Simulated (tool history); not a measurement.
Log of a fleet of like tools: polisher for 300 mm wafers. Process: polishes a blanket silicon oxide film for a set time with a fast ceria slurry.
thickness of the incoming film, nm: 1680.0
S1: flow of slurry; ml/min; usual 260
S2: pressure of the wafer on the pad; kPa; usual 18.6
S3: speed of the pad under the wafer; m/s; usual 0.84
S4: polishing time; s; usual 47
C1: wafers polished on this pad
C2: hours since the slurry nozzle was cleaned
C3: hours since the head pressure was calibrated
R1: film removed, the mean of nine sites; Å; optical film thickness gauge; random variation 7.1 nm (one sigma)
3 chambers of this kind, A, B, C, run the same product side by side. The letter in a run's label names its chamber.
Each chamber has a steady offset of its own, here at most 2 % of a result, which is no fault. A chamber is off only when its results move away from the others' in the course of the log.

{"hour": 3.3, "done": "chamber A: worn pad replaced by a new one"}
{"run": "1B", "hour": 5.7, "S1": 260, "S2": 18.6, "S3": 0.84, "S4": 47, "C1": 778, "C2": 333.4, "C3": 325.1, "R1": 5492.2}
{"hour": 7.3, "done": "chamber B: slurry nozzle cleaned"}
{"run": "2A", "hour": 12.6, "S1": 260, "S2": 18.6, "S3": 0.84, "S4": 47, "C1": 109, "C2": 320.8, "C3": 1063.5, "R1": 5441.9}
{"run": "3C", "hour": 18.4, "S1": 260, "S2": 18.6, "S3": 0.84, "S4": 47, "C1": 497, "C2": 247.8, "C3": 369.2, "R1": 5389.9}
{"hour": 22.7, "done": "chamber B: worn pad replaced by a new one"}
{"run": "4B", "hour": 23.5, "S1": 260, "S2": 18.6, "S3": 0.84, "S4": 47, "C1": 10, "C2": 16.3, "C3": 342.9, "R1": 5451.5}
{"run": "5C", "hour": 27.5, "S1": 260, "S2": 18.6, "S3": 0.84, "S4": 47, "C1": 604, "C2": 256.9, "C3": 378.3, "R1": 5438.3}
{"run": "6A", "hour": 33.7, "S1": 260, "S2": 18.6, "S3": 0.84, "S4": 47, "C1": 359, "C2": 341.9, "C3": 1084.6, "R1": 5443.5}
{"run": "7A", "hour": 39.0, "S1": 260, "S2": 18.6, "S3": 0.84, "S4": 47, "C1": 421, "C2": 347.2, "C3": 1089.9, "R1": 5498}
{"run": "8B", "hour": 44.5, "S1": 260, "S2": 18.6, "S3": 0.84, "S4": 47, "C1": 258, "C2": 37.3, "C3": 363.9, "R1": 5490.9}
{"hour": 48.3, "done": "chamber C: worn pad replaced by a new one"}
{"run": "9C", "hour": 48.7, "S1": 260, "S2": 18.6, "S3": 0.84, "S4": 47, "C1": 5, "C2": 278.1, "C3": 399.5, "R1": 5385.1}
{"run": "10B", "hour": 52.9, "S1": 260, "S2": 18.6, "S3": 0.84, "S4": 47, "C1": 357, "C2": 45.7, "C3": 372.3, "R1": 5458.3}
{"run": "11C", "hour": 56.3, "S1": 260, "S2": 18.6, "S3": 0.84, "S4": 47, "C1": 95, "C2": 285.7, "C3": 407.1, "R1": 5463.5}
{"run": "12A", "hour": 59.7, "S1": 260, "S2": 18.6, "S3": 0.84, "S4": 47, "C1": 665, "C2": 367.9, "C3": 1110.6, "R1": 5401.1}
{"run": "13C", "hour": 66.7, "S1": 260, "S2": 18.6, "S3": 0.84, "S4": 47, "C1": 217, "C2": 296.1, "C3": 417.5, "R1": 5322.4}
{"run": "14A", "hour": 70.9, "S1": 260, "S2": 18.6, "S3": 0.84, "S4": 47, "C1": 798, "C2": 379.1, "C3": 1121.8, "R1": 5428.8}
{"run": "15B", "hour": 77.1, "S1": 260, "S2": 18.6, "S3": 0.84, "S4": 38, "C1": 643, "C2": 69.9, "C3": 396.5, "R1": 4456.7}
{"run": "16B", "hour": 82.5, "S1": 260, "S2": 18.6, "S3": 0.84, "S4": 38, "C1": 707, "C2": 75.3, "C3": 401.9, "R1": 4460.1}
{"hour": 84.2, "done": "chamber A: worn pad replaced by a new one"}
{"run": "17A", "hour": 89.2, "S1": 260, "S2": 18.6, "S3": 0.84, "S4": 38, "C1": 59, "C2": 397.4, "C3": 1140.1, "R1": 4519.2}
{"run": "18C", "hour": 94.6, "S1": 260, "S2": 18.6, "S3": 0.84, "S4": 47, "C1": 547, "C2": 324, "C3": 445.4, "R1": 5398.1}
{"hour": 97.1, "done": "chamber B: worn pad replaced by a new one"}
{"run": "19A", "hour": 100.1, "S1": 260, "S2": 18.6, "S3": 0.84, "S4": 47, "C1": 188, "C2": 408.3, "C3": 1151, "R1": 5429.7}
{"hour": 105.1, "done": "chamber B: head pressure recalibrated"}
{"run": "20C", "hour": 105.1, "S1": 260, "S2": 18.6, "S3": 0.84, "S4": 47, "C1": 671, "C2": 334.5, "C3": 455.9, "R1": 5319.4}
{"run": "21B", "hour": 108.3, "S1": 260, "S2": 18.6, "S3": 0.84, "S4": 47, "C1": 132, "C2": 101.1, "C3": 3.3, "R1": 6069}
{"hour": 111.1, "done": "chamber C: worn pad replaced by a new one"}
{"hour": 112.9, "done": "chamber C: slurry nozzle cleaned"}
{"run": "22A", "hour": 115.3, "S1": 260, "S2": 18.6, "S3": 0.84, "S4": 47, "C1": 368, "C2": 423.5, "C3": 1166.2, "R1": 5403.4}
{"run": "23B", "hour": 119.0, "S1": 260, "S2": 18.6, "S3": 0.84, "S4": 47, "C1": 258, "C2": 111.8, "C3": 14, "R1": 5945.7}
{"run": "24C", "hour": 122.3, "S1": 260, "S2": 18.6, "S3": 0.84, "S4": 47, "C1": 133, "C2": 9.4, "C3": 473.1, "R1": 5410.7}
{"run": "25A", "hour": 126.8, "S1": 260, "S2": 18.6, "S3": 0.84, "S4": 47, "C1": 503, "C2": 435, "C3": 1177.7, "R1": 5407.8}
{"run": "26C", "hour": 134.0, "S1": 260, "S2": 18.6, "S3": 0.84, "S4": 47, "C1": 271, "C2": 21.1, "C3": 484.8, "R1": 5332.9}
{"run": "27B", "hour": 141.0, "S1": 260, "S2": 18.6, "S3": 0.84, "S4": 47, "C1": 518, "C2": 133.8, "C3": 36, "R1": 6100.9}
{"run": "28C", "hour": 147.6, "S1": 260, "S2": 18.6, "S3": 0.84, "S4": 47, "C1": 432, "C2": 34.7, "C3": 498.4, "R1": 5303.6}
{"run": "29B", "hour": 150.9, "S1": 260, "S2": 18.6, "S3": 0.84, "S4": 47, "C1": 635, "C2": 143.7, "C3": 45.9, "R1": 6094.5}
{"hour": 155.9, "done": "chamber A: worn pad replaced by a new one"}
{"run": "30A", "hour": 156.4, "S1": 260, "S2": 18.6, "S3": 0.84, "S4": 47, "C1": 6, "C2": 464.6, "C3": 1207.3, "R1": 5408.8}
{"hour": 160.8, "done": "chamber A: head pressure recalibrated"}
{"run": "31C", "hour": 160.9, "S1": 260, "S2": 18.6, "S3": 0.84, "S4": 47, "C1": 589, "C2": 48, "C3": 511.7, "R1": 5390.1}
{"run": "32B", "hour": 165.1, "S1": 180, "S2": 22.8, "S3": 0.84, "S4": 47, "C1": 803, "C2": 157.9, "C3": 60.1, "R1": 7153.9}
{"run": "33A", "hour": 170.5, "S1": 180, "S2": 22.8, "S3": 0.84, "S4": 47, "C1": 173, "C2": 478.7, "C3": 9.7, "R1": 6438.5}
{"hour": 172.8, "done": "chamber B: worn pad replaced by a new one"}
{"run": "34C", "hour": 176.5, "S1": 180, "S2": 22.8, "S3": 0.84, "S4": 47, "C1": 773, "C2": 63.6, "C3": 527.3, "R1": 6184.4}
{"run": "35B", "hour": 182.4, "S1": 260, "S2": 18.6, "S3": 0.84, "S4": 47, "C1": 114, "C2": 175.2, "C3": 77.4, "R1": 5948.8}
{"hour": 182.8, "done": "chamber C: worn pad replaced by a new one"}
{"run": "36A", "hour": 186.3, "S1": 260, "S2": 18.6, "S3": 0.84, "S4": 47, "C1": 359, "C2": 494.5, "C3": 25.5, "R1": 5396.4}
{"run": "37A", "hour": 192.5, "S1": 260, "S2": 18.6, "S3": 0.84, "S4": 57, "C1": 433, "C2": 500.7, "C3": 31.7, "R1": 6624.8}
{"run": "38C", "hour": 199.1, "S1": 260, "S2": 18.6, "S3": 0.84, "S4": 57, "C1": 192, "C2": 86.2, "C3": 549.9, "R1": 6520}
{"run": "39B", "hour": 204.9, "S1": 260, "S2": 18.6, "S3": 0.84, "S4": 57, "C1": 379, "C2": 197.7, "C3": 99.9, "R1": 7514.2}
{"run": "40A", "hour": 210.6, "S1": 335, "S2": 15.9, "S3": 0.84, "S4": 47, "C1": 646, "C2": 518.8, "C3": 49.8, "R1": 4742.1}
{"run": "41C", "hour": 214.2, "S1": 335, "S2": 15.9, "S3": 0.84, "S4": 47, "C1": 370, "C2": 101.3, "C3": 565, "R1": 4626.1}
{"run": "42B", "hour": 219.7, "S1": 335, "S2": 15.9, "S3": 0.84, "S4": 47, "C1": 554, "C2": 212.5, "C3": 114.7, "R1": 5366.2}
{"run": "43A", "hour": 222.9, "S1": 260, "S2": 18.6, "S3": 0.84, "S4": 47, "C1": 791, "C2": 531.1, "C3": 62.1, "R1": 5390.7}

Is one chamber off against the others, does the gauge drift, or is nothing wrong? If a chamber is off, say which, and what the likeliest cause is.

A service left chamber B off against the others.
Cause: head's pressure above its setpoint, % = 10.7.

Here are 4 candidates for chamber B's next run, each the usual settings with a change, their results left as question marks. Which one brings its results back in line with what the others give on the usual settings?
In line means no further than this from the other chambers' mean on the usual settings: R1 250 Å
{"run": "44B-1", "hour": 228.1, "S1": 260, "S2": 17.2, "S3": 0.78, "S4": 44, "R1": "?"}
{"run": "44B-2", "hour": 228.1, "S1": 265, "S2": 20.7, "S3": 0.84, "S4": 52, "R1": "?"}
{"run": "44B-3", "hour": 228.1, "S1": 265, "S2": 20.7, "S3": 0.84, "S4": 47, "R1": "?"}
{"run": "44B-4", "hour": 228.1, "S1": 260, "S2": 17.9, "S3": 0.84, "S4": 44, "R1": "?"}

The other chambers' mean on the usual settings: R1 5385 Å
run=44B-1 R1=4919.3
run=44B-2 R1=7525.3
run=44B-3 R1=6801.8
run=44B-4 R1=5508.9
44B-4 brings the chamber back in line.

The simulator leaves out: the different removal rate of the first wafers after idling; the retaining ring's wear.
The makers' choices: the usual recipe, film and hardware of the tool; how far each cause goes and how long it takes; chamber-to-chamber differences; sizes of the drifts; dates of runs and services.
